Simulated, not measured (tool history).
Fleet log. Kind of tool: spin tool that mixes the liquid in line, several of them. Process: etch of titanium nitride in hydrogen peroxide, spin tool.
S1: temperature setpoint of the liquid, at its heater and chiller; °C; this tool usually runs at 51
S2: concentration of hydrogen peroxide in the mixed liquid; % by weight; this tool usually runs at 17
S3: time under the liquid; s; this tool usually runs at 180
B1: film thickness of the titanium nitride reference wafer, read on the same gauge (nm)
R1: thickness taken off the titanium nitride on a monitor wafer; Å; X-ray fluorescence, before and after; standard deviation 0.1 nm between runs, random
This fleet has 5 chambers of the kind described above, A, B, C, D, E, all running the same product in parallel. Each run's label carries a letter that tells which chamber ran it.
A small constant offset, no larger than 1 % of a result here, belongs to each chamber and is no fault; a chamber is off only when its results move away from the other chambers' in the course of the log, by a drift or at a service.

run 1E hour=3.6 | S1=51 S2=17 S3=180 | B1=70.006 | R1=151.35
-- hour=4.5 chamber E: new drum of peroxide connected
run 2C hour=7.6 | S1=51 S2=17 S3=180 | B1=70.005 | R1=155.91
-- hour=8.9 chamber C: new drum of peroxide connected
run 3B hour=12.6 | S1=51 S2=17 S3=180 | B1=69.953 | R1=154.41
run 4D hour=16.8 | S1=51 S2=17 S3=180 | B1=70.018 | R1=155.13
run 5A hour=22.9 | S1=51 S2=17 S3=180 | B1=70.009 | R1=152.71
run 6A hour=28.8 | S1=51 S2=17 S3=180 | B1=69.968 | R1=154.72
run 7C hour=35.9 | S1=51 S2=17 S3=180 | B1=70.005 | R1=153.94
run 8B hour=41.1 | S1=51 S2=19 S3=110 | B1=69.984 | R1=95.953
run 9D hour=45.3 | S1=51 S2=19 S3=110 | B1=70.009 | R1=95.867
-- hour=49 chamber A: thermometer replaced
-- hour=51.1 chamber A: new drum of peroxide connected
run 10E hour=51.4 | S1=51 S2=19 S3=110 | B1=70.015 | R1=95.05
run 11E hour=55.6 | S1=51 S2=19 S3=110 | B1=69.981 | R1=96.383
run 12B hour=61.8 | S1=51 S2=19 S3=110 | B1=69.988 | R1=96.185
run 13C hour=66.7 | S1=51 S2=17 S3=180 | B1=70 | R1=151.75
run 14D hour=70.7 | S1=51 S2=17 S3=180 | B1=70.011 | R1=153.75
run 15A hour=76.5 | S1=51 S2=17 S3=260 | B1=69.978 | R1=222.4
run 16E hour=80.6 | S1=51 S2=17 S3=260 | B1=70.007 | R1=222.2
run 17A hour=86.1 | S1=51 S2=17 S3=260 | B1=69.993 | R1=222.13
run 18B hour=91.5 | S1=51 S2=17 S3=260 | B1=70.019 | R1=220.07
run 19D hour=98.2 | S1=51 S2=17 S3=260 | B1=69.962 | R1=221.38
-- hour=102.2 chamber E: heated supply line repaired
run 20C hour=104 | S1=51 S2=17 S3=180 | B1=70.028 | R1=154.84
run 21A hour=110.6 | S1=51 S2=17 S3=180 | B1=70.005 | R1=152.98
run 22B hour=115.6 | S1=51 S2=17 S3=180 | B1=70.003 | R1=154.49
run 23C hour=122.9 | S1=51 S2=13.5 S3=115 | B1=69.935 | R1=94.446
run 24D hour=126.7 | S1=51 S2=13.5 S3=115 | B1=69.937 | R1=93.296
run 25E hour=130.4 | S1=51 S2=13.5 S3=115 | B1=69.997 | R1=93.035
run 26D hour=133.8 | S1=51 S2=13.5 S3=115 | B1=70.01 | R1=93.606
run 27A hour=138 | S1=51 S2=13.5 S3=115 | B1=69.988 | R1=93.987
run 28C hour=145 | S1=51 S2=17 S3=180 | B1=69.954 | R1=154.12
run 29E hour=150.4 | S1=51 S2=17 S3=180 | B1=70.031 | R1=154.36
run 30B hour=156.7 | S1=51 S2=17 S3=180 | B1=69.975 | R1=151.67
run 31D hour=159.9 | S1=51 S2=17 S3=180 | B1=70.002 | R1=154.79
run 32B hour=166.9 | S1=51 S2=17 S3=180 | B1=69.988 | R1=155.61
run 33E hour=172.1 | S1=51 S2=17 S3=180 | B1=70.023 | R1=153.67
run 34C hour=177.3 | S1=51 S2=17 S3=180 | B1=69.968 | R1=154.68
run 35A hour=181.7 | S1=51 S2=17 S3=180 | B1=70.012 | R1=151.16
-- hour=184.9 chamber B: heated supply line repaired
run 36B hour=188.8 | S1=47.5 S2=17 S3=95 | B1=70.021 | R1=63.276
run 37E hour=196.1 | S1=47.5 S2=17 S3=95 | B1=69.99 | R1=62.722
run 38D hour=203.3 | S1=47.5 S2=17 S3=95 | B1=69.969 | R1=62.766
run 39C hour=209 | S1=47.5 S2=17 S3=95 | B1=69.976 | R1=63.331
run 40A hour=213.5 | S1=47.5 S2=17 S3=95 | B1=69.991 | R1=63.557
run 41D hour=217.4 | S1=51 S2=17 S3=180 | B1=69.993 | R1=153.79
run 42B hour=220.9 | S1=51 S2=17 S3=180 | B1=69.973 | R1=155.32
run 43C hour=226.5 | S1=51 S2=17 S3=180 | B1=69.987 | R1=154.36

One chamber off, gauge drift, or nothing amiss beyond the chambers' own small offsets? If it is a chamber, which one, and what is the likeliest cause?

Neither any chamber nor the gauge drifts; the chambers differ only by their own small, steady offsets.
